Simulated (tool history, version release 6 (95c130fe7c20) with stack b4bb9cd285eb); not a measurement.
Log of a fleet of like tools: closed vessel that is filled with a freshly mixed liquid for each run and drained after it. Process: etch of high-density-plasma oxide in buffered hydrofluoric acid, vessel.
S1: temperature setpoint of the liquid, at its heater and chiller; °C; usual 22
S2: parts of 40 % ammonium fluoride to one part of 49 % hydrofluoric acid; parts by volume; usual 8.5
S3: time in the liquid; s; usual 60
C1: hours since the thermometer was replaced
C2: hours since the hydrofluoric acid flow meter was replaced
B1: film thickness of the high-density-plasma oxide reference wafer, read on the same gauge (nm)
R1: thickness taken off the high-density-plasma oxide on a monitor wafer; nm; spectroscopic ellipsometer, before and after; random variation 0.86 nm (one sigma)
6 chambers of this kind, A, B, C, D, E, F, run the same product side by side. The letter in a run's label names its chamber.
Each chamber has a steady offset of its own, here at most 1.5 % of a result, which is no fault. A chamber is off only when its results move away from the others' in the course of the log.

run	hour	S1	S2	S3	C1	C2	B1	R1
1C	5.4	22	8.5	60	914.2	1463.7	129.99	95.320
2A	13.5	22	8.5	60	360.7	103.1	129.97	96.257
3F	20.0	22	8.5	60	572.6	245.8	130.02	97.721
4E	27.3	22	8.5	60	259.2	927.5	129.98	96.546
5B	36.8	22	8.5	60	66.6	1475.1	130.02	94.527
6D	46.1	22	8.5	60	1077.6	745.2	130.06	97.389
7A	51.7	22	8.5	60	398.9	141.3	130.03	96.127
8D	56.8	22	6.0	30	1088.3	755.9	129.96	68.920
9B	66.4	22	6.0	30	96.2	1504.7	129.95	68.722
10C	74.6	22	6.0	30	983.4	1532.9	130.00	68.187
11E	82.5	22	6.0	30	314.4	982.7	129.99	67.036
12F	91.2	22	6.0	30	643.8	317.0	129.94	68.752
13B	98.4	22	6.0	30	128.2	1536.7	129.96	67.149
14A	108.1	22	8.5	60	455.3	197.7	129.98	96.049
15D	117.2	22	8.5	60	1148.7	816.3	130.04	97.113
16E	123.5	22	8.5	60	355.4	1023.7	129.96	99.036
17C	130.3	22	8.5	60	1039.1	1588.6	130.00	96.151
18F	137.3	22	8.5	60	689.9	363.1	130.01	97.572
19F	146.5	22	8.5	60	699.1	372.3	129.96	98.581
20E	152.0	22	8.5	60	383.9	1052.2	130.01	98.904
21A	158.0	22	8.5	60	505.2	247.6	129.95	95.439
22B	166.3	22	8.5	60	196.1	1604.6	129.99	95.966
23D	173.4	22	8.5	60	1204.9	872.5	130.02	97.086
24C	180.3	22	8.5	60	1089.1	1638.6	130.00	95.856
# hour 186.2: chamber C: thermometer replaced
25D	186.4	22	8.5	60	1217.9	885.5	130.01	97.369
26A	194.7	22	8.5	60	541.9	284.3	130.03	97.620
27E	199.8	22	8.5	60	431.7	1100.0	130.02	100.700
28B	208.0	22	8.5	60	237.8	1646.3	129.97	95.469
29C	216.7	22	8.5	60	30.6	1675.0	130.01	97.883
30F	221.7	22	8.5	60	774.3	447.5	129.98	96.548
31A	227.4	22	8.5	60	574.6	317.0	129.99	95.611
32B	232.0	22	8.5	60	261.8	1670.3	130.00	96.136
33E	241.4	22	8.5	60	473.3	1141.6	129.98	103.780
34C	246.6	22	8.5	60	60.5	1704.9	130.03	97.032
35D	255.9	22	8.5	60	1287.4	955.0	130.00	98.113
36F	264.5	19	8.5	50	817.1	490.3	130.01	69.137

What goes on in this fleet: one chamber off, a drifting gauge, or nothing beyond the chambers' own small offsets? Name the chamber and the cause, if any.

Chamber E drifts away from the others.
Cause: hydrofluoric acid flow above the setpoint (%) = 9.11.
The log may not tell that from: liquid hotter than its thermometer reads (K).

Here are 4 candidates for chamber E's next run, each the usual settings with a change, their results left as question marks. Which one brings its results back in line with what the others give on the usual settings?
In line means no further than this from the other chambers' mean on the usual settings: R1 3.000 nm
37E-1	271.5	22.5	8.5	60				?
37E-2	271.5	22.0	8.5	65				?
37E-3	271.5	21.5	8.5	60				?
37E-4	271.5	22.0	8.5	55				?

The other chambers' mean on the usual settings: R1 96.838 nm
run	R1
37E-1	108.980
37E-2	114.850
37E-3	103.120
37E-4	97.178
37E-4 brings the chamber back in line.

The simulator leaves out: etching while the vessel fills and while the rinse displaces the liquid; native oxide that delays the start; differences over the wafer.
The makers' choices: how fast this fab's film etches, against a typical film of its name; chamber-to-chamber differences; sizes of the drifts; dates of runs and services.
